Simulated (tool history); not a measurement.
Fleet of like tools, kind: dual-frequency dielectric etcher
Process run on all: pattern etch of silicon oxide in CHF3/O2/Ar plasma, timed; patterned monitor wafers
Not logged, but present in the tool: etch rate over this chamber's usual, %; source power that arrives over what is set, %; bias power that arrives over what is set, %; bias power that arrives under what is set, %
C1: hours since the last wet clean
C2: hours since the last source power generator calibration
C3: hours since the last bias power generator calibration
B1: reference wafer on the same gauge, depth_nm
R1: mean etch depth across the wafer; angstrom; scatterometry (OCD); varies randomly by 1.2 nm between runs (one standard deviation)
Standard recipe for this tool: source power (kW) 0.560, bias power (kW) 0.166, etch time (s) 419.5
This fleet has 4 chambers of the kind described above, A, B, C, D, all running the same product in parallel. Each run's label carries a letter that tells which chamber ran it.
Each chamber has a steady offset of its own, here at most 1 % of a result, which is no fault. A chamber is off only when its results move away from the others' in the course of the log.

run 1C hour=8.6 | source_power_(kW)=0.560 bias_power_(kW)=0.166 etch_time_(s)=419.5 | C1=206.7 C2=891.9 C3=1325.8 | B1=791.30 | R1=7837.6
run 2A hour=17.8 | source_power_(kW)=0.560 bias_power_(kW)=0.166 etch_time_(s)=419.5 | C1=153.8 C2=955.1 C3=466.6 | B1=791.21 | R1=7905.1
run 3D hour=24.6 | source_power_(kW)=0.560 bias_power_(kW)=0.166 etch_time_(s)=419.5 | C1=57.5 C2=1373.8 C3=2752.6 | B1=791.58 | R1=7865.7
run 4B hour=30.9 | source_power_(kW)=0.560 bias_power_(kW)=0.166 etch_time_(s)=419.5 | C1=310.6 C2=1548.7 C3=1609.4 | B1=791.50 | R1=7886.4
run 5B hour=36.7 | source_power_(kW)=0.560 bias_power_(kW)=0.166 etch_time_(s)=419.5 | C1=316.4 C2=1554.5 C3=1615.2 | B1=791.58 | R1=7871.6
run 6A hour=46.5 | source_power_(kW)=0.560 bias_power_(kW)=0.166 etch_time_(s)=464.0 | C1=182.5 C2=983.8 C3=495.3 | B1=791.76 | R1=8795.4
run 7D hour=55.5 | source_power_(kW)=0.560 bias_power_(kW)=0.166 etch_time_(s)=464.0 | C1=88.4 C2=1404.7 C3=2783.5 | B1=791.68 | R1=8694.1
run 8C hour=61.4 | source_power_(kW)=0.560 bias_power_(kW)=0.166 etch_time_(s)=464.0 | C1=259.5 C2=944.7 C3=1378.6 | B1=792.05 | R1=8673.4
run 9C hour=71.5 | source_power_(kW)=0.560 bias_power_(kW)=0.166 etch_time_(s)=464.0 | C1=269.6 C2=954.8 C3=1388.7 | B1=792.20 | R1=8669.1
run 10B hour=81.6 | source_power_(kW)=0.560 bias_power_(kW)=0.166 etch_time_(s)=419.5 | C1=361.3 C2=1599.4 C3=1660.1 | B1=792.19 | R1=7874.5
run 11A hour=87.1 | source_power_(kW)=0.560 bias_power_(kW)=0.166 etch_time_(s)=419.5 | C1=223.1 C2=1024.4 C3=535.9 | B1=792.35 | R1=7928.9
run 12D hour=93.1 | source_power_(kW)=0.560 bias_power_(kW)=0.166 etch_time_(s)=419.5 | C1=126.0 C2=1442.3 C3=2821.1 | B1=792.71 | R1=7863.4
run 13D hour=98.2 | source_power_(kW)=0.560 bias_power_(kW)=0.166 etch_time_(s)=419.5 | C1=131.1 C2=1447.4 C3=2826.2 | B1=792.27 | R1=7875.6
run 14A hour=108.6 | source_power_(kW)=0.560 bias_power_(kW)=0.166 etch_time_(s)=419.5 | C1=244.6 C2=1045.9 C3=557.4 | B1=792.68 | R1=7946.7
run 15B hour=114.6 | source_power_(kW)=0.560 bias_power_(kW)=0.201 etch_time_(s)=419.5 | C1=394.3 C2=1632.4 C3=1693.1 | B1=793.01 | R1=8414.4
run 16C hour=121.9 | source_power_(kW)=0.560 bias_power_(kW)=0.201 etch_time_(s)=419.5 | C1=320.0 C2=1005.2 C3=1439.1 | B1=792.91 | R1=8358.0
run 17B hour=127.0 | source_power_(kW)=0.560 bias_power_(kW)=0.201 etch_time_(s)=419.5 | C1=406.7 C2=1644.8 C3=1705.5 | B1=792.94 | R1=8420.6
run 18C hour=136.3 | source_power_(kW)=0.560 bias_power_(kW)=0.201 etch_time_(s)=419.5 | C1=334.4 C2=1019.6 C3=1453.5 | B1=793.02 | R1=8388.3
run 19A hour=143.7 | source_power_(kW)=0.560 bias_power_(kW)=0.166 etch_time_(s)=419.5 | C1=279.7 C2=1081.0 C3=592.5 | B1=793.16 | R1=7949.3
run 20D hour=154.6 | source_power_(kW)=0.560 bias_power_(kW)=0.166 etch_time_(s)=419.5 | C1=187.5 C2=1503.8 C3=2882.6 | B1=793.47 | R1=7874.8
run 21D hour=164.6 | source_power_(kW)=0.560 bias_power_(kW)=0.166 etch_time_(s)=419.5 | C1=197.5 C2=1513.8 C3=2892.6 | B1=793.43 | R1=7884.4
-- hour=167.9 chamber B: wet clean of the chamber
run 22C hour=173.0 | source_power_(kW)=0.560 bias_power_(kW)=0.166 etch_time_(s)=419.5 | C1=371.1 C2=1056.3 C3=1490.2 | B1=793.71 | R1=7839.3
run 23B hour=179.7 | source_power_(kW)=0.560 bias_power_(kW)=0.166 etch_time_(s)=419.5 | C1=11.8 C2=1697.5 C3=1758.2 | B1=793.62 | R1=7905.3
run 24A hour=191.0 | source_power_(kW)=0.560 bias_power_(kW)=0.166 etch_time_(s)=419.5 | C1=327.0 C2=1128.3 C3=639.8 | B1=793.82 | R1=7940.6
run 25C hour=196.6 | source_power_(kW)=0.560 bias_power_(kW)=0.166 etch_time_(s)=419.5 | C1=394.7 C2=1079.9 C3=1513.8 | B1=793.82 | R1=7851.8
run 26D hour=205.5 | source_power_(kW)=0.560 bias_power_(kW)=0.166 etch_time_(s)=419.5 | C1=238.4 C2=1554.7 C3=2933.5 | B1=794.27 | R1=7880.9
run 27A hour=214.1 | source_power_(kW)=0.560 bias_power_(kW)=0.166 etch_time_(s)=419.5 | C1=350.1 C2=1151.4 C3=662.9 | B1=794.42 | R1=7948.9
run 28B hour=223.4 | source_power_(kW)=0.560 bias_power_(kW)=0.166 etch_time_(s)=419.5 | C1=55.5 C2=1741.2 C3=1801.9 | B1=794.15 | R1=7919.1
run 29C hour=228.6 | source_power_(kW)=0.560 bias_power_(kW)=0.166 etch_time_(s)=419.5 | C1=426.7 C2=1111.9 C3=1545.8 | B1=794.53 | R1=7851.0
run 30A hour=238.4 | source_power_(kW)=0.560 bias_power_(kW)=0.166 etch_time_(s)=419.5 | C1=374.4 C2=1175.7 C3=687.2 | B1=794.95 | R1=7966.1
run 31B hour=248.3 | source_power_(kW)=0.560 bias_power_(kW)=0.166 etch_time_(s)=419.5 | C1=80.4 C2=1766.1 C3=1826.8 | B1=794.38 | R1=7905.7
run 32D hour=259.6 | source_power_(kW)=0.560 bias_power_(kW)=0.166 etch_time_(s)=419.5 | C1=292.5 C2=1608.8 C3=2987.6 | B1=795.27 | R1=7896.4
run 33D hour=269.8 | source_power_(kW)=0.560 bias_power_(kW)=0.166 etch_time_(s)=419.5 | C1=302.7 C2=1619.0 C3=2997.8 | B1=794.88 | R1=7897.0
run 34A hour=277.9 | source_power_(kW)=0.560 bias_power_(kW)=0.166 etch_time_(s)=419.5 | C1=413.9 C2=1215.2 C3=726.7 | B1=795.24 | R1=7992.2
run 35B hour=286.1 | source_power_(kW)=0.510 bias_power_(kW)=0.166 etch_time_(s)=419.5 | C1=118.2 C2=1803.9 C3=1864.6 | B1=795.41 | R1=7646.7
-- hour=288.1 chamber A: wet clean of the chamber
run 36C hour=292.5 | source_power_(kW)=0.510 bias_power_(kW)=0.166 etch_time_(s)=419.5 | C1=490.6 C2=1175.8 C3=1609.7 | B1=795.63 | R1=7598.8
run 37B hour=302.5 | source_power_(kW)=0.510 bias_power_(kW)=0.166 etch_time_(s)=419.5 | C1=134.6 C2=1820.3 C3=1881.0 | B1=795.78 | R1=7642.1
run 38C hour=309.2 | source_power_(kW)=0.510 bias_power_(kW)=0.166 etch_time_(s)=419.5 | C1=507.3 C2=1192.5 C3=1626.4 | B1=795.78 | R1=7615.5
run 39D hour=316.4 | source_power_(kW)=0.560 bias_power_(kW)=0.166 etch_time_(s)=419.5 | C1=349.3 C2=1665.6 C3=3044.4 | B1=796.01 | R1=7914.6
run 40A hour=326.6 | source_power_(kW)=0.560 bias_power_(kW)=0.166 etch_time_(s)=419.5 | C1=38.6 C2=1263.9 C3=775.4 | B1=796.06 | R1=7962.7
run 41D hour=332.1 | source_power_(kW)=0.560 bias_power_(kW)=0.166 etch_time_(s)=419.5 | C1=365.0 C2=1681.3 C3=3060.1 | B1=796.20 | R1=7905.3

For the next run the whole fleet of 4 chambers uses the same settings. Give each chamber's results:
run 42A hour=340.2 | source_power_(kW)=0.520 bias_power_(kW)=0.166 etch_time_(s)=419.5 | R1=?
run 42B hour=340.2 | source_power_(kW)=0.520 bias_power_(kW)=0.166 etch_time_(s)=419.5 | R1=?
run 42C hour=340.2 | source_power_(kW)=0.520 bias_power_(kW)=0.166 etch_time_(s)=419.5 | R1=?
run 42D hour=340.2 | source_power_(kW)=0.520 bias_power_(kW)=0.166 etch_time_(s)=419.5 | R1=?

run=42A R1=7739.8
run=42B R1=7713.7
run=42C R1=7658.7
run=42D R1=7684.6
